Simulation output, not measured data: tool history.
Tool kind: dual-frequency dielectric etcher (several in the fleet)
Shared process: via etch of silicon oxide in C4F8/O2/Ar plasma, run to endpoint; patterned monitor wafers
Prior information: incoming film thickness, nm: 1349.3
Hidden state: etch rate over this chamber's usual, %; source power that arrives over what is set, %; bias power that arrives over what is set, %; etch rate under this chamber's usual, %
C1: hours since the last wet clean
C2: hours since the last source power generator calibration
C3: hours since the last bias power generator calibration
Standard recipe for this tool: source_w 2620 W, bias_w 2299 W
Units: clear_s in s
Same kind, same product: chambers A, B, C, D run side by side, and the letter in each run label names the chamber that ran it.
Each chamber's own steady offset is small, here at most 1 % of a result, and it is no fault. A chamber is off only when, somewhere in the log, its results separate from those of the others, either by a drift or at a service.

Run 1D, hour 8.7: usual settings; C1 222.5; C2 1532.7; C3 2595.3. Result: clear_s 228.19 s.
Run 2B, hour 18.7: usual settings; C1 262.6; C2 1687.3; C3 761.9. Result: clear_s 228.6 s.
Run 3C, hour 24.5: usual settings; C1 359.4; C2 479.6; C3 3052.3. Result: clear_s 228.23 s.
Run 4A, hour 33.3: usual settings; C1 548.3; C2 1129.7; C3 1486.3. Result: clear_s 229.16 s.
At hour 39.7: chamber A: wet clean of the chamber.
Run 5A, hour 40.5: usual settings; C1 0.8; C2 1136.9; C3 1493.5. Result: clear_s 227.79 s.
Run 6B, hour 51.8: usual settings; C1 295.7; C2 1720.4; C3 795. Result: clear_s 230.48 s.
Run 7D, hour 63.1: usual settings but bias_w 2676 W; C1 276.9; C2 1587.1; C3 2649.7. Result: clear_s 217.54 s.
Run 8C, hour 73.1: usual settings but bias_w 2676 W; C1 408; C2 528.2; C3 3100.9. Result: clear_s 218.12 s.
Run 9D, hour 81.9: usual settings but bias_w 2676 W; C1 295.7; C2 1605.9; C3 2668.5. Result: clear_s 218.48 s.
Run 10B, hour 92: usual settings but bias_w 2676 W; C1 335.9; C2 1760.6; C3 835.2. Result: clear_s 218.41 s.
Run 11A, hour 102.5: usual settings; C1 62.8; C2 1198.9; C3 1555.5. Result: clear_s 229.03 s.
Run 12C, hour 109.4: usual settings; C1 444.3; C2 564.5; C3 3137.2. Result: clear_s 226.89 s.
Run 13B, hour 115.5: usual settings; C1 359.4; C2 1784.1; C3 858.7. Result: clear_s 231.09 s.
Run 14A, hour 125: usual settings; C1 85.3; C2 1221.4; C3 1578. Result: clear_s 227.83 s.
Run 15D, hour 135.8: usual settings; C1 349.6; C2 1659.8; C3 2722.4. Result: clear_s 228.37 s.
Run 16C, hour 141.1: usual settings; C1 476; C2 596.2; C3 3168.9. Result: clear_s 227.2 s.
Run 17D, hour 146.2: usual settings; C1 360; C2 1670.2; C3 2732.8. Result: clear_s 229.88 s.
Run 18A, hour 152.3: usual settings; C1 112.6; C2 1248.7; C3 1605.3. Result: clear_s 228.81 s.
Run 19B, hour 160: usual settings; C1 403.9; C2 1828.6; C3 903.2. Result: clear_s 231.53 s.
Run 20C, hour 166.9: usual settings; C1 501.8; C2 622; C3 3194.7. Result: clear_s 226.8 s.
Run 21D, hour 176.7: usual settings; C1 390.5; C2 1700.7; C3 2763.3. Result: clear_s 228.41 s.
Run 22C, hour 188.1: usual settings; C1 523; C2 643.2; C3 3215.9. Result: clear_s 228.71 s.
Run 23A, hour 196.5: usual settings; C1 156.8; C2 1292.9; C3 1649.5. Result: clear_s 227.17 s.
Run 24B, hour 205.6: usual settings; C1 449.5; C2 1874.2; C3 948.8. Result: clear_s 235.42 s.
Run 25A, hour 211.5: usual settings; C1 171.8; C2 1307.9; C3 1664.5. Result: clear_s 229.04 s.
Run 26C, hour 218.3: usual settings; C1 553.2; C2 673.4; C3 3246.1. Result: clear_s 226.88 s.
Run 27D, hour 224.7: usual settings; C1 438.5; C2 1748.7; C3 2811.3. Result: clear_s 225.82 s.
At hour 226.4: chamber D: wet clean of the chamber.
Run 28B, hour 234.7: usual settings; C1 478.6; C2 1903.3; C3 977.9. Result: clear_s 235.07 s.
Run 29B, hour 244.7: usual settings but source_w 2140 W, bias_w 2078 W; C1 488.6; C2 1913.3; C3 987.9. Result: clear_s 265.81 s.
Run 30D, hour 253.4: usual settings but source_w 2140 W, bias_w 2078 W; C1 27; C2 1777.4; C3 2840. Result: clear_s 254.43 s.
Run 31A, hour 261.9: usual settings but source_w 2140 W, bias_w 2078 W; C1 222.2; C2 1358.3; C3 1714.9. Result: clear_s 255.63 s.
Run 32C, hour 270.3: usual settings but source_w 2140 W, bias_w 2078 W; C1 605.2; C2 725.4; C3 3298.1. Result: clear_s 251 s.
Run 33C, hour 279.2: usual settings; C1 614.1; C2 734.3; C3 3307. Result: clear_s 228.25 s.
Run 34B, hour 286.7: usual settings; C1 530.6; C2 1955.3; C3 1029.9. Result: clear_s 241.61 s.

Next, every chamber runs the same settings. What will each give?
Run 35A, hour 295: usual settings but source_w 2100 W. Result: clear_s ?.
Run 35B, hour 295: usual settings but source_w 2100 W. Result: clear_s ?.
Run 35C, hour 295: usual settings but source_w 2100 W. Result: clear_s ?.
Run 35D, hour 295: usual settings but source_w 2100 W. Result: clear_s ?.

run  clear_s
35A   249.52
35B   261.27
35C   247.72
35D   248.15

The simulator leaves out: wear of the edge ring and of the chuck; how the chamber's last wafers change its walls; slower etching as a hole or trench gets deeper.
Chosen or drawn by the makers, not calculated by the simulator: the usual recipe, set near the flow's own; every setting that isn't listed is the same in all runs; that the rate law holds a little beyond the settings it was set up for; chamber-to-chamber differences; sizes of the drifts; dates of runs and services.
